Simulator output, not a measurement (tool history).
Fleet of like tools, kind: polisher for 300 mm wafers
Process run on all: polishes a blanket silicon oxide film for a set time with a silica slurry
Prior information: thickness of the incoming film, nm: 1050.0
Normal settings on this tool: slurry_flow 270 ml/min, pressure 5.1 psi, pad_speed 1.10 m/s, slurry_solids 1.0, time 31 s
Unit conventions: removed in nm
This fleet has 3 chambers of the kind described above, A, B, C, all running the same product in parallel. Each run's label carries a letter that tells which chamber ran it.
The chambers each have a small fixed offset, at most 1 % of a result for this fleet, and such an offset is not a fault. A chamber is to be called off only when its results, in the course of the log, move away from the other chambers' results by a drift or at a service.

run	hour	slurry_flow	pressure	pad_speed	slurry_solids	time	removed
1B	5.2	270	5.1	1.10	1.0	31	102.690
# hour 8.1: chamber C: worn pad replaced by a new one
2C	14.8	270	5.1	1.10	1.0	31	104.840
# hour 15.5: chamber A: worn pad replaced by a new one
# hour 16.4: chamber B: slurry blender recalibrated
3A	20.7	270	5.1	1.10	1.0	31	102.610
4A	29.9	270	5.1	1.10	1.0	31	104.750
# hour 36.2: chamber B: conditioning disc replaced and pad reconditioned
5C	40.9	270	5.1	1.10	1.0	31	104.850
6B	50.4	270	5.1	1.10	1.0	31	106.640
7C	60.1	270	5.1	1.10	1.0	31	105.760
# hour 62.1: chamber B: worn pad replaced by a new one
# hour 62.5: chamber A: slurry blender recalibrated
8B	65.6	270	5.1	1.10	1.0	31	103.840
# hour 70.4: chamber A: worn pad replaced by a new one
9A	71.8	270	5.1	1.10	1.0	31	105.700
10C	82.0	270	3.4	1.10	1.0	25	55.902
# hour 82.4: chamber C: worn pad replaced by a new one
11B	91.1	270	3.4	1.10	1.0	25	55.590
12A	100.0	270	3.4	1.10	1.0	25	55.039
13B	105.7	270	5.1	1.10	1.0	31	104.690
14C	112.5	270	5.1	1.42	1.0	41	165.480
15A	120.2	270	5.1	1.42	1.0	41	169.180
16C	128.8	270	5.1	1.42	1.0	41	171.950
# hour 129.0: chamber B: worn pad replaced by a new one
# hour 131.0: chamber A: worn pad replaced by a new one
17B	136.5	270	5.1	1.10	1.0	31	106.810
# hour 137.2: chamber C: conditioning disc replaced and pad reconditioned
18A	145.4	270	5.1	1.10	1.0	31	104.590
# hour 149.4: chamber A: conditioning disc replaced and pad reconditioned
# hour 149.9: chamber C: worn pad replaced by a new one
19C	150.5	270	5.1	1.10	1.0	31	102.460
20A	158.9	270	5.1	1.10	1.0	31	105.080
21B	167.6	270	5.1	1.10	1.0	31	105.870
22C	178.6	270	5.1	1.10	1.0	31	99.843
23B	187.8	270	5.1	1.10	1.0	31	103.930
# hour 188.8: chamber A: worn pad replaced by a new one
# hour 191.2: chamber B: worn pad replaced by a new one
24A	198.9	270	5.1	1.10	1.0	31	102.570
# hour 199.6: chamber B: conditioning disc replaced and pad reconditioned
25C	206.5	270	5.1	1.10	1.0	31	96.808
# hour 214.0: chamber C: worn pad replaced by a new one
26B	214.5	270	5.1	1.10	1.0	31	107.150
27A	222.6	360	5.1	1.10	1.0	35	118.810
28A	227.9	360	5.1	1.10	1.0	35	122.690
29C	233.6	360	5.1	1.10	1.0	35	109.840
30B	241.0	270	5.1	1.10	1.0	31	103.200
# hour 249.3: chamber A: worn pad replaced by a new one
31C	251.9	270	5.1	1.10	1.0	31	90.311
# hour 255.7: chamber B: slurry blender recalibrated
# hour 259.0: chamber B: worn pad replaced by a new one
32B	261.1	220	5.1	1.10	1.0	31	104.030
33A	270.0	220	5.1	1.10	1.0	31	104.230
34C	277.3	220	5.1	1.10	1.0	31	85.251
35B	287.5	270	5.1	1.10	1.0	31	104.360
36A	299.2	270	5.1	1.10	1.0	31	103.810
37A	305.9	270	5.1	1.10	1.0	31	107.360
# hour 312.9: chamber B: worn pad replaced by a new one
38B	313.7	270	5.1	1.34	1.0	31	121.900

Which is it: a chamber that has drifted or been left off by a service, a gauge drift common to all chambers, or only each chamber's usual small offset? If a chamber is off, name it and its likeliest cause.

One chamber, C, drifts off from the rest bit by bit.
Cause: abrasive missing from the slurry, % = 33.7.

Which of the 4 candidates below, each the usual settings with something changed and its results left as question marks, puts chamber C back in line with what the other chambers give on the usual settings?
Allowed miss from the other chambers' usual-settings mean, per result, to count as in line: removed 5.400 nm
39C-1	322.2	265	5.1	0.98	1.0	27	?
39C-2	322.2	275	5.1	1.32	1.1	31	?
39C-3	322.2	270	5.3	1.14	1.0	31	?
39C-4	322.2	270	4.7	1.10	1.0	31	?

The other chambers' mean on the usual settings: removed 104.840 nm
run	removed
39C-1	66.889
39C-2	102.720
39C-3	90.024
39C-4	77.760
It is 39C-2 that realigns the chamber with its peers.

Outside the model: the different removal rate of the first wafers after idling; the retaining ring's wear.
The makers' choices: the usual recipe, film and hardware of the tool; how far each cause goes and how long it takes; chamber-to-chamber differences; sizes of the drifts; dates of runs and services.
